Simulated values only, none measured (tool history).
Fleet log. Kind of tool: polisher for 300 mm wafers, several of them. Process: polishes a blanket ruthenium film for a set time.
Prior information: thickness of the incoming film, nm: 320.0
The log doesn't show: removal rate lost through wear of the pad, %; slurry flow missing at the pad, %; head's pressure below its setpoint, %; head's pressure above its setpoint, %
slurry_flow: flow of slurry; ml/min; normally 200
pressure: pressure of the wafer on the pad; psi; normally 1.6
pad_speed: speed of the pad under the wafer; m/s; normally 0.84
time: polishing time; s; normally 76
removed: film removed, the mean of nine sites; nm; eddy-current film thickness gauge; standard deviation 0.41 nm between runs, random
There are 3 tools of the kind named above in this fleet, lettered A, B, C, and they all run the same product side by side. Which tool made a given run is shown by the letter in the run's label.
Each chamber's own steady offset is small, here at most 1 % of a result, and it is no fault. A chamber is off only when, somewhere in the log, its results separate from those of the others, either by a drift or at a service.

run	day	slurry_flow	pressure	pad_speed	time	wafers polished on this pad	hours since the slurry nozzle was cleaned	hours since the head pressure was calibrated	removed
# day 0.079: chamber C: worn pad replaced by a new one
1C	0.475	200	1.6	0.84	76	88	29.2	263.7	50.056
2A	0.979	200	1.6	0.84	76	426	174.6	213.7	50.381
3B	1.542	200	1.6	0.84	76	375	71.4	356.2	51.207
4B	2.104	200	1.6	0.84	76	500	84.9	369.7	50.913
5C	2.442	255	1.6	0.84	76	524	76.4	310.9	51
# day 2.804: chamber A: slurry nozzle cleaned
# day 2.938: chamber A: worn pad replaced by a new one
6A	3.092	255	1.6	0.84	76	35	6.9	264.4	52.056
# day 3.175: chamber C: worn pad replaced by a new one
7A	3.392	255	1.6	0.84	76	101	14.1	271.6	52.236
8B	3.742	200	1.6	0.84	76	864	124.2	409	50.551
9C	4.142	200	1.6	0.84	76	214	117.2	351.7	49.695
# day 4.658: chamber B: worn pad replaced by a new one
10A	4.683	200	1.6	0.84	76	388	45.1	302.6	50.45
11C	5.112	200	1.6	0.84	76	430	140.5	375	49.695
12B	5.512	200	1.6	0.84	76	190	166.7	451.5	49.86
13A	6.021	200	1.6	0.84	76	685	77.2	334.7	50.379
14B	6.379	200	1.3	0.84	76	382	187.5	472.3	40.954
# day 6.6: chamber A: worn pad replaced by a new one
# day 6.654: chamber C: worn pad replaced by a new one
15C	7	200	1.3	0.84	76	77	185.8	420.3	40.558
16A	7.433	200	1.3	0.84	76	185	111.1	368.6	40.747
17C	7.975	200	1.6	0.84	76	293	209.2	443.7	49.852
18B	8.442	200	1.6	0.58	76	840	237	521.8	35.408
# day 8.858: chamber A: head pressure recalibrated
19A	8.933	200	1.6	0.58	76	518	147.1	1.8	32.706
20B	9.35	200	1.6	0.58	76	1042	258.8	543.6	35.335
# day 9.617: chamber B: worn pad replaced by a new one
21C	9.638	200	1.6	0.84	76	662	249.1	483.6	49.5
# day 9.758: chamber A: worn pad replaced by a new one
22A	10.079	200	1.6	0.84	76	71	174.6	29.3	47.514
# day 10.158: chamber C: worn pad replaced by a new one
23B	10.554	200	1.6	0.84	76	208	287.7	572.5	50.867
24C	11.192	160	1.6	0.72	76	229	286.4	520.9	40.938
25A	11.762	160	1.6	0.72	76	445	215	69.7	39.28
26C	12.329	160	1.6	0.72	76	481	313.7	548.2	40.968
# day 12.633: chamber C: slurry nozzle cleaned
27B	12.754	200	1.6	0.84	76	697	340.5	625.3	50.818
# day 13.142: chamber A: slurry nozzle cleaned
28C	13.246	200	1.6	0.84	76	685	14.8	570.2	49.188
# day 13.412: chamber A: worn pad replaced by a new one
# day 13.546: chamber C: worn pad replaced by a new one
29B	13.658	200	1.6	0.84	76	898	362.2	647	49.736
# day 13.75: chamber B: worn pad replaced by a new one
# day 13.758: chamber B: slurry nozzle cleaned
30A	14.25	200	1.6	0.84	76	186	26.6	129.4	47.628
31A	14.758	200	1.6	0.84	76	299	38.8	141.6	48.151
32B	15.371	200	1.6	0.84	76	360	38.8	688.1	50.626
33C	16.021	200	1.6	0.84	76	549	81.4	636.8	49.863
34A	16.629	200	1.6	0.84	76	714	83.7	186.5	47.589
35B	17.208	200	1.6	0.84	76	768	82.9	732.2	50.12

Next, all 3 chambers run the settings below, one line each with question marks for the results. What does each chamber give?
36A	17.675	200	1.1	0.84	76				?
36B	17.675	200	1.1	0.84	76				?
36C	17.675	200	1.1	0.84	76				?

run	removed
36A	32.667
36B	35.23
36C	34.355
